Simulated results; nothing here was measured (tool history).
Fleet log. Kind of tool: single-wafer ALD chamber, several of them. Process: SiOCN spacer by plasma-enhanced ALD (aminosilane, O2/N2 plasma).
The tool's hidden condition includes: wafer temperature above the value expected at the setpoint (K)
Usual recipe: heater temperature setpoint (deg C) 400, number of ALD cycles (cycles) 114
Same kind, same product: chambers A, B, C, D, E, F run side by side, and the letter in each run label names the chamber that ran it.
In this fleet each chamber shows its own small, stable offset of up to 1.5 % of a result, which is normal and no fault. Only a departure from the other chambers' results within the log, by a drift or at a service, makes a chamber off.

run     day  heater temperature setpoint (deg C)  number of ALD cycles (cycles)  hours since the last thermocouple change  read-back reference wafer on the same gauge, thickness_nm  mean film thickness on the monitor wafer (angstrom)
 1B   0.192                                  400                            114                                     111.0                                                     5.6600                                               68.468
 2A   0.458                                  400                            114                                    1480.8                                                     5.6591                                               67.906
 3C   0.704                                  400                            114                                     604.2                                                     5.6566                                               68.179
 4F   0.988                                  400                            114                                    2142.3                                                     5.6563                                               68.892
 5E   1.283                                  400                            114                                    2155.9                                                     5.6547                                               68.282
 6D   1.558                                  400                            114                                    1252.6                                                     5.6560                                               68.441
 7F   1.842                                  400                            114                                    2162.8                                                     5.6559                                               68.905
 8E   2.121                                  400                            114                                    2176.0                                                     5.6559                                               68.325
 9A   2.512                                  400                            114                                    1530.1                                                     5.6552                                               67.969
10C   2.929                                  400                            114                                     657.6                                                     5.6541                                               68.326
11B   3.150                                  400                            114                                     182.0                                                     5.6507                                               68.460
12D   3.354                                  400                            114                                    1295.7                                                     5.6518                                               68.252
13A   3.692                                  412                            129                                    1558.4                                                     5.6500                                               74.083
14D   3.938                                  412                            129                                    1309.7                                                     5.6519                                               74.602
15E   4.196                                  412                            129                                    2225.8                                                     5.6480                                               74.666
16F   4.517                                  412                            129                                    2227.0                                                     5.6469                                               74.936
17B   4.917                                  412                            129                                     224.4                                                     5.6481                                               74.477
18C   5.121                                  412                            129                                     710.2                                                     5.6450                                               74.395
19F   5.488                                  400                            114                                    2250.3                                                     5.6461                                               68.779
20B   5.721                                  400                            114                                     243.7                                                     5.6469                                               68.338
      5.875  -- chamber E: thermocouple changed; heater temperature recalibrated
21D   6.046                                  400                            114                                    1360.3                                                     5.6453                                               68.429
22A   6.379                                  400                            114                                    1622.9                                                     5.6445                                               67.591
23E   6.579                                  400                            114                                      17.0                                                     5.6424                                               68.302
24C   6.800                                  400                            114                                     750.5                                                     5.6430                                               68.292
25C   6.992                                  400                            114                                     755.1                                                     5.6433                                               68.195
26F   7.362                                  400                            114                                    2295.3                                                     5.6402                                               68.751
27E   7.704                                  400                            114                                      44.0                                                     5.6423                                               68.107
28B   8.100                                  405                             96                                     300.8                                                     5.6399                                               56.615
29D   8.379                                  405                             96                                    1416.3                                                     5.6391                                               56.684
30A   8.575                                  405                             96                                    1675.6                                                     5.6380                                               56.187
31A   8.850                                  405                             96                                    1682.2                                                     5.6378                                               56.176
32B   9.125                                  405                             96                                     325.4                                                     5.6363                                               56.674
33F   9.350                                  405                             96                                    2343.0                                                     5.6364                                               57.035
34C   9.692                                  400                            114                                     819.9                                                     5.6362                                               68.210
35E  10.050                                  400                            125                                     100.3                                                     5.6345                                               74.606
36D  10.446                                  400                            125                                    1465.9                                                     5.6336                                               74.810
37D  10.646                                  400                            125                                    1470.7                                                     5.6340                                               74.610
38E  10.929                                  400                            125                                     121.4                                                     5.6304                                               74.643
39F  11.238                                  400                            125                                    2388.3                                                     5.6323                                               75.156
40A  11.454                                  400                            125                                    1744.7                                                     5.6321                                               74.051
41B  11.800                                  400                            114                                     389.6                                                     5.6299                                               68.331
42C  12.067                                  400                            135                                     876.9                                                     5.6312                                               80.440

What goes on in this fleet: one chamber off, a drifting gauge, or nothing beyond the chambers' own small offsets? Name the chamber and the cause, if any.

The gauge drifts, so all chambers seem to drift together. No chamber is off.
Cause: gauge reads low (%) = 0.553.
